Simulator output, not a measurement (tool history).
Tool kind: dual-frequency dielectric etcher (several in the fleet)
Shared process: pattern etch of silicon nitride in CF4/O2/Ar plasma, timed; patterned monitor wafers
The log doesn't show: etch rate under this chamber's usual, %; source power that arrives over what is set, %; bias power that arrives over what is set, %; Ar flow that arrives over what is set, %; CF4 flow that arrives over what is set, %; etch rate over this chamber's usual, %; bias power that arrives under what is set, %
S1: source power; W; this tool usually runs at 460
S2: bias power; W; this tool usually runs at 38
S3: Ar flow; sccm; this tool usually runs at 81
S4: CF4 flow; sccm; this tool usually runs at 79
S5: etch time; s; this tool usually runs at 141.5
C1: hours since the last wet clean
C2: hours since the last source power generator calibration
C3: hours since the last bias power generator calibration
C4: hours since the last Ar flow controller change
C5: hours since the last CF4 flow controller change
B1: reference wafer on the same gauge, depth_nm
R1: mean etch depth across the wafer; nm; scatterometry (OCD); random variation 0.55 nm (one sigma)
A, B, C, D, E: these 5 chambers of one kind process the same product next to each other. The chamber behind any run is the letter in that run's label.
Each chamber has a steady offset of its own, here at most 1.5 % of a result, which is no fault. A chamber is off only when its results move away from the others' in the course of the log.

run 1E hour=7.2 | S1=460 S2=38 S3=81 S4=79 S5=141.5 | C1=97.3 C2=784.3 C3=328.7 C4=3845.1 C5=997.3 | B1=260.10 | R1=222.55
-- hour=13.5 chamber A: wet clean of the chamber
run 2A hour=14.8 | S1=460 S2=38 S3=81 S4=79 S5=141.5 | C1=1.4 C2=1521.4 C3=856.0 C4=1325.3 C5=4548.2 | B1=259.97 | R1=224.19
run 3B hour=20.0 | S1=460 S2=38 S3=81 S4=79 S5=141.5 | C1=84.7 C2=2760.2 C3=1972.0 C4=172.2 C5=4746.7 | B1=260.10 | R1=225.81
run 4D hour=25.8 | S1=460 S2=38 S3=81 S4=79 S5=141.5 | C1=26.5 C2=198.4 C3=3435.5 C4=335.2 C5=4311.3 | B1=260.04 | R1=227.29
run 5C hour=34.9 | S1=460 S2=38 S3=99 S4=79 S5=141.5 | C1=63.0 C2=746.1 C3=242.6 C4=2223.0 C5=655.9 | B1=259.96 | R1=220.81
run 6C hour=43.5 | S1=460 S2=38 S3=99 S4=79 S5=141.5 | C1=71.6 C2=754.7 C3=251.2 C4=2231.6 C5=664.5 | B1=260.14 | R1=220.31
run 7A hour=51.6 | S1=460 S2=38 S3=99 S4=79 S5=141.5 | C1=38.2 C2=1558.2 C3=892.8 C4=1362.1 C5=4585.0 | B1=259.95 | R1=217.83
run 8E hour=59.7 | S1=460 S2=38 S3=99 S4=79 S5=141.5 | C1=149.8 C2=836.8 C3=381.2 C4=3897.6 C5=1049.8 | B1=259.99 | R1=217.58
run 9B hour=69.1 | S1=460 S2=38 S3=99 S4=79 S5=141.5 | C1=133.8 C2=2809.3 C3=2021.1 C4=221.3 C5=4795.8 | B1=259.86 | R1=219.92
run 10D hour=77.0 | S1=460 S2=38 S3=81 S4=79 S5=141.5 | C1=77.7 C2=249.6 C3=3486.7 C4=386.4 C5=4362.5 | B1=260.10 | R1=226.12
run 11B hour=81.9 | S1=460 S2=38 S3=81 S4=62 S5=107.0 | C1=146.6 C2=2822.1 C3=2033.9 C4=234.1 C5=4808.6 | B1=260.09 | R1=164.42
run 12A hour=88.9 | S1=460 S2=38 S3=81 S4=62 S5=107.0 | C1=75.5 C2=1595.5 C3=930.1 C4=1399.4 C5=4622.3 | B1=260.10 | R1=163.52
run 13C hour=99.8 | S1=460 S2=38 S3=81 S4=62 S5=107.0 | C1=127.9 C2=811.0 C3=307.5 C4=2287.9 C5=720.8 | B1=260.03 | R1=165.80
run 14D hour=106.4 | S1=460 S2=38 S3=81 S4=62 S5=107.0 | C1=107.1 C2=279.0 C3=3516.1 C4=415.8 C5=4391.9 | B1=259.92 | R1=165.81
run 15E hour=115.7 | S1=460 S2=38 S3=81 S4=62 S5=107.0 | C1=205.8 C2=892.8 C3=437.2 C4=3953.6 C5=1105.8 | B1=259.90 | R1=163.92
run 16D hour=120.9 | S1=460 S2=38 S3=81 S4=79 S5=141.5 | C1=121.6 C2=293.5 C3=3530.6 C4=430.3 C5=4406.4 | B1=260.09 | R1=228.02
run 17E hour=126.5 | S1=460 S2=38 S3=81 S4=79 S5=141.5 | C1=216.6 C2=903.6 C3=448.0 C4=3964.4 C5=1116.6 | B1=260.14 | R1=226.75
run 18A hour=135.0 | S1=460 S2=38 S3=81 S4=79 S5=141.5 | C1=121.6 C2=1641.6 C3=976.2 C4=1445.5 C5=4668.4 | B1=259.95 | R1=224.32
run 19B hour=144.4 | S1=460 S2=38 S3=81 S4=79 S5=141.5 | C1=209.1 C2=2884.6 C3=2096.4 C4=296.6 C5=4871.1 | B1=260.07 | R1=225.41
run 20C hour=149.2 | S1=460 S2=38 S3=81 S4=79 S5=141.5 | C1=177.3 C2=860.4 C3=356.9 C4=2337.3 C5=770.2 | B1=259.72 | R1=226.78
run 21A hour=159.7 | S1=460 S2=38 S3=81 S4=79 S5=141.5 | C1=146.3 C2=1666.3 C3=1000.9 C4=1470.2 C5=4693.1 | B1=260.08 | R1=223.69
run 22D hour=167.5 | S1=460 S2=38 S3=81 S4=79 S5=141.5 | C1=168.2 C2=340.1 C3=3577.2 C4=476.9 C5=4453.0 | B1=259.85 | R1=226.96
run 23B hour=175.8 | S1=580 S2=38 S3=81 S4=91 S5=141.5 | C1=240.5 C2=2916.0 C3=2127.8 C4=328.0 C5=4902.5 | B1=259.98 | R1=281.35
run 24E hour=185.4 | S1=580 S2=38 S3=81 S4=91 S5=141.5 | C1=275.5 C2=962.5 C3=506.9 C4=4023.3 C5=1175.5 | B1=260.03 | R1=283.91
run 25C hour=191.9 | S1=580 S2=38 S3=81 S4=91 S5=141.5 | C1=220.0 C2=903.1 C3=399.6 C4=2380.0 C5=812.9 | B1=260.01 | R1=283.48
run 26B hour=199.0 | S1=580 S2=38 S3=81 S4=91 S5=141.5 | C1=263.7 C2=2939.2 C3=2151.0 C4=351.2 C5=4925.7 | B1=260.01 | R1=281.88
run 27C hour=207.2 | S1=580 S2=38 S3=81 S4=91 S5=141.5 | C1=235.3 C2=918.4 C3=414.9 C4=2395.3 C5=828.2 | B1=260.13 | R1=283.95
run 28D hour=215.2 | S1=460 S2=38 S3=81 S4=79 S5=141.5 | C1=215.9 C2=387.8 C3=3624.9 C4=524.6 C5=4500.7 | B1=259.97 | R1=227.48
run 29E hour=223.6 | S1=460 S2=38 S3=81 S4=79 S5=141.5 | C1=313.7 C2=1000.7 C3=545.1 C4=4061.5 C5=1213.7 | B1=259.96 | R1=228.19
run 30A hour=233.7 | S1=460 S2=38 S3=81 S4=79 S5=141.5 | C1=220.3 C2=1740.3 C3=1074.9 C4=1544.2 C5=4767.1 | B1=260.10 | R1=225.32
run 31E hour=239.1 | S1=460 S2=38 S3=81 S4=79 S5=141.5 | C1=329.2 C2=1016.2 C3=560.6 C4=4077.0 C5=1229.2 | B1=260.03 | R1=227.73
run 32A hour=247.9 | S1=460 S2=38 S3=81 S4=79 S5=141.5 | C1=234.5 C2=1754.5 C3=1089.1 C4=1558.4 C5=4781.3 | B1=260.07 | R1=224.79
run 33B hour=258.8 | S1=460 S2=38 S3=81 S4=79 S5=141.5 | C1=323.5 C2=2999.0 C3=2210.8 C4=411.0 C5=4985.5 | B1=260.09 | R1=225.36
run 34D hour=268.9 | S1=460 S2=38 S3=81 S4=79 S5=141.5 | C1=269.6 C2=441.5 C3=3678.6 C4=578.3 C5=4554.4 | B1=259.94 | R1=227.39
run 35C hour=277.2 | S1=460 S2=33 S3=81 S4=79 S5=171.0 | C1=305.3 C2=988.4 C3=484.9 C4=2465.3 C5=898.2 | B1=260.14 | R1=260.42
run 36A hour=285.1 | S1=460 S2=33 S3=81 S4=79 S5=171.0 | C1=271.7 C2=1791.7 C3=1126.3 C4=1595.6 C5=4818.5 | B1=259.97 | R1=257.96
run 37C hour=290.8 | S1=460 S2=33 S3=81 S4=79 S5=171.0 | C1=318.9 C2=1002.0 C3=498.5 C4=2478.9 C5=911.8 | B1=260.14 | R1=260.37
-- hour=291.5 chamber E: Ar flow controller replaced
run 38D hour=300.4 | S1=460 S2=33 S3=81 S4=79 S5=171.0 | C1=301.1 C2=473.0 C3=3710.1 C4=609.8 C5=4585.9 | B1=259.89 | R1=262.25
run 39B hour=309.6 | S1=460 S2=33 S3=81 S4=79 S5=171.0 | C1=374.3 C2=3049.8 C3=2261.6 C4=461.8 C5=5036.3 | B1=259.92 | R1=260.37
run 40E hour=315.5 | S1=400 S2=38 S3=81 S4=79 S5=141.5 | C1=405.6 C2=1092.6 C3=637.0 C4=24.1 C5=1305.6 | B1=260.12 | R1=203.65
run 41B hour=321.5 | S1=400 S2=38 S3=81 S4=79 S5=141.5 | C1=386.2 C2=3061.7 C3=2273.5 C4=473.7 C5=5048.2 | B1=259.88 | R1=200.13
run 42D hour=329.6 | S1=400 S2=38 S3=81 S4=79 S5=141.5 | C1=330.3 C2=502.2 C3=3739.3 C4=639.0 C5=4615.1 | B1=260.00 | R1=201.33

All 5 chambers run these settings next. Forecast each chamber's results:
run 43A hour=337.5 | S1=460 S2=38 S3=81 S4=79 S5=141.5 | R1=?
run 43B hour=337.5 | S1=460 S2=38 S3=81 S4=79 S5=141.5 | R1=?
run 43C hour=337.5 | S1=460 S2=38 S3=81 S4=79 S5=141.5 | R1=?
run 43D hour=337.5 | S1=460 S2=38 S3=81 S4=79 S5=141.5 | R1=?
run 43E hour=337.5 | S1=460 S2=38 S3=81 S4=79 S5=141.5 | R1=?

run=43A R1=224.52
run=43B R1=226.00
run=43C R1=226.34
run=43D R1=226.60
run=43E R1=230.16
